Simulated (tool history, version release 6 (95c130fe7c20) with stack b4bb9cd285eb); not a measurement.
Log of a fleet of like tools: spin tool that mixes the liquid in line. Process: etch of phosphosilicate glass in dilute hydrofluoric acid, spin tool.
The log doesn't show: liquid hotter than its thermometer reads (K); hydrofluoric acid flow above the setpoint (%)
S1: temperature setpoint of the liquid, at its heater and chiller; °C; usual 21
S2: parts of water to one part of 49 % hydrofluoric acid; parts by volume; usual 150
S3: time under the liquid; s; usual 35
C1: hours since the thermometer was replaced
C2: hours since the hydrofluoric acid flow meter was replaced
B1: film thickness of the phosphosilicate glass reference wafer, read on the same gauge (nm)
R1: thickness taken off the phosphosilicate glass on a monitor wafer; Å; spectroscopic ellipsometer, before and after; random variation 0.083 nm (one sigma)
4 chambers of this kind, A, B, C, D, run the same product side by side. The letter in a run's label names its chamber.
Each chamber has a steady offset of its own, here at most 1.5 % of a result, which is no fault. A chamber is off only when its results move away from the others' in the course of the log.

{"run": "1B", "hour": 13.9, "S1": 21, "S2": 150, "S3": 35, "C1": 618.6, "C2": 2177.3, "B1": 149.99, "R1": 141.45}
{"run": "2D", "hour": 20.8, "S1": 21, "S2": 150, "S3": 35, "C1": 1024.0, "C2": 1650.2, "B1": 149.99, "R1": 142.32}
{"run": "3C", "hour": 33.8, "S1": 21, "S2": 150, "S3": 35, "C1": 586.4, "C2": 1846.4, "B1": 149.99, "R1": 142.17}
{"run": "4A", "hour": 45.1, "S1": 21, "S2": 150, "S3": 35, "C1": 1171.0, "C2": 1834.2, "B1": 149.98, "R1": 144.09}
{"run": "5A", "hour": 52.7, "S1": 21, "S2": 150, "S3": 35, "C1": 1178.6, "C2": 1841.8, "B1": 149.98, "R1": 142.78}
{"run": "6C", "hour": 65.6, "S1": 21, "S2": 150, "S3": 35, "C1": 618.2, "C2": 1878.2, "B1": 149.99, "R1": 143.59}
{"run": "7B", "hour": 78.3, "S1": 21, "S2": 150, "S3": 35, "C1": 683.0, "C2": 2241.7, "B1": 149.98, "R1": 143.42}
{"run": "8D", "hour": 87.8, "S1": 21, "S2": 125, "S3": 35, "C1": 1091.0, "C2": 1717.2, "B1": 150.0, "R1": 176.79}
{"run": "9C", "hour": 97.5, "S1": 21, "S2": 125, "S3": 35, "C1": 650.1, "C2": 1910.1, "B1": 150.01, "R1": 178.38}
{"run": "10B", "hour": 107.8, "S1": 21, "S2": 125, "S3": 35, "C1": 712.5, "C2": 2271.2, "B1": 150.0, "R1": 176.85}
{"run": "11D", "hour": 121.3, "S1": 21, "S2": 125, "S3": 35, "C1": 1124.5, "C2": 1750.7, "B1": 150.0, "R1": 177.05}
{"run": "12A", "hour": 127.5, "S1": 21, "S2": 150, "S3": 35, "C1": 1253.4, "C2": 1916.6, "B1": 150.01, "R1": 144.35}
{"run": "13D", "hour": 136.3, "S1": 17, "S2": 120, "S3": 35, "C1": 1139.5, "C2": 1765.7, "B1": 150.03, "R1": 157.09}
{"run": "14A", "hour": 148.4, "S1": 17, "S2": 120, "S3": 35, "C1": 1274.3, "C2": 1937.5, "B1": 149.99, "R1": 156.0}
{"run": "15C", "hour": 157.6, "S1": 17, "S2": 120, "S3": 35, "C1": 710.2, "C2": 1970.2, "B1": 149.99, "R1": 162.11}
{"run": "16B", "hour": 169.8, "S1": 17, "S2": 120, "S3": 35, "C1": 774.5, "C2": 2333.2, "B1": 150.0, "R1": 156.96}
{"run": "17C", "hour": 183.3, "S1": 21, "S2": 150, "S3": 35, "C1": 735.9, "C2": 1995.9, "B1": 150.0, "R1": 148.63}
{"run": "18A", "hour": 197.2, "S1": 21, "S2": 150, "S3": 35, "C1": 1323.1, "C2": 1986.3, "B1": 150.0, "R1": 142.68}
{"hour": 204.3, "done": "chamber A: hydrofluoric acid flow meter replaced"}
{"run": "19D", "hour": 209.5, "S1": 21, "S2": 150, "S3": 35, "C1": 1212.7, "C2": 1838.9, "B1": 149.99, "R1": 142.13}
{"run": "20B", "hour": 221.4, "S1": 21, "S2": 150, "S3": 35, "C1": 826.1, "C2": 2384.8, "B1": 149.99, "R1": 142.44}
{"run": "21B", "hour": 231.1, "S1": 21, "S2": 150, "S3": 45, "C1": 835.8, "C2": 2394.5, "B1": 150.0, "R1": 183.65}
{"run": "22A", "hour": 245.1, "S1": 21, "S2": 150, "S3": 45, "C1": 1371.0, "C2": 40.8, "B1": 150.03, "R1": 183.86}
{"run": "23C", "hour": 257.3, "S1": 21, "S2": 150, "S3": 45, "C1": 809.9, "C2": 2069.9, "B1": 150.01, "R1": 197.39}
{"run": "24D", "hour": 264.7, "S1": 21, "S2": 150, "S3": 45, "C1": 1267.9, "C2": 1894.1, "B1": 150.01, "R1": 182.82}

Is one chamber off against the others, does the gauge drift, or is nothing wrong? If a chamber is off, say which, and what the likeliest cause is.

Chamber C drifts away from the others.
Cause: liquid hotter than its thermometer reads (K) = 2.02.
The log may not tell that from: hydrofluoric acid flow above the setpoint (%).

Here are 4 candidates for chamber C's next run, each the usual settings with a change, their results left as question marks. Which one brings its results back in line with what the others give on the usual settings?
In line means no further than this from the other chambers' mean on the usual settings: R1 2.900 Å
{"run": "25C-1", "hour": 274.7, "S1": 17.5, "S2": 150, "S3": 35, "R1": "?"}
{"run": "25C-2", "hour": 274.7, "S1": 21.0, "S2": 160, "S3": 35, "R1": "?"}
{"run": "25C-3", "hour": 274.7, "S1": 21.0, "S2": 140, "S3": 35, "R1": "?"}
{"run": "25C-4", "hour": 274.7, "S1": 21.0, "S2": 150, "S3": 40, "R1": "?"}

The other chambers' mean on the usual settings: R1 142.750 Å
run=25C-1 R1=134.050
run=25C-2 R1=142.330
run=25C-3 R1=166.320
run=25C-4 R1=175.440
25C-2 brings the chamber back in line.
